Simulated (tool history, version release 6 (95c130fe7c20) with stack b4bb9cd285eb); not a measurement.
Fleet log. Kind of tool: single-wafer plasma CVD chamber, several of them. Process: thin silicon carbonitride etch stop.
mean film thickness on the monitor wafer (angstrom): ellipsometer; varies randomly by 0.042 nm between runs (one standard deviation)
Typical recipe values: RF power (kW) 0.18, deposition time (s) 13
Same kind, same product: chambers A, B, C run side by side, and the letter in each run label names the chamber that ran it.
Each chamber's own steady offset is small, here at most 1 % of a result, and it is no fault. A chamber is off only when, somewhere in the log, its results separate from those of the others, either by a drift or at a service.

run	hour	RF power (kW)	deposition time (s)	hours since the last thermocouple change	hours since the last RF generator calibration	read-back reference wafer on the same gauge, thickness_nm	mean film thickness on the monitor wafer (angstrom)
1B	6.6	0.18	13	478.4	119.7	5.9596	71.809
2C	19.4	0.18	13	1016.3	420.1	5.9709	71.398
3A	32	0.18	13	1060	1232.9	5.9691	71.428
4C	41.7	0.18	13	1038.6	442.4	5.9659	71.233
5A	55.1	0.18	13	1083.1	1256	5.9724	71.085
6B	61.6	0.18	13	533.4	174.7	5.966	71.785
7B	75.5	0.18	13	547.3	188.6	5.9774	72.174
8C	89.3	0.18	13	1086.2	490	5.9764	70.987
9A	102.7	0.18	13	1130.7	1303.6	5.972	71.14
10C	116	0.195	13.9	1112.9	516.7	5.9664	78.395
11A	128.8	0.195	13.9	1156.8	1329.7	5.9664	78.03
12B	136.5	0.195	13.9	608.3	249.6	5.9844	77.908
13B	147	0.18	13	618.8	260.1	5.9751	71.462
14C	157.6	0.18	13	1154.5	558.3	5.9708	71.506
15A	165.5	0.18	13	1193.5	1366.4	5.9666	71.085
16C	176.4	0.18	13	1173.3	577.1	5.9747	70.979
17A	189.2	0.18	13	1217.2	1390.1	5.9619	71.465
18B	199.4	0.18	13	671.2	312.5	5.9618	71.296
19A	212.5	0.18	13	1240.5	1413.4	5.9734	71.415
20C	220.6	0.18	13	1217.5	621.3	5.9653	71.345

Decide between three cases: one chamber stands off from its peers, the gauge reading all wafers drifts, or nothing is wrong past each chamber's small offset. Where a chamber is off, say which and what most likely put it there.

Neither any chamber nor the gauge drifts; the chambers differ only by their own small, steady offsets.
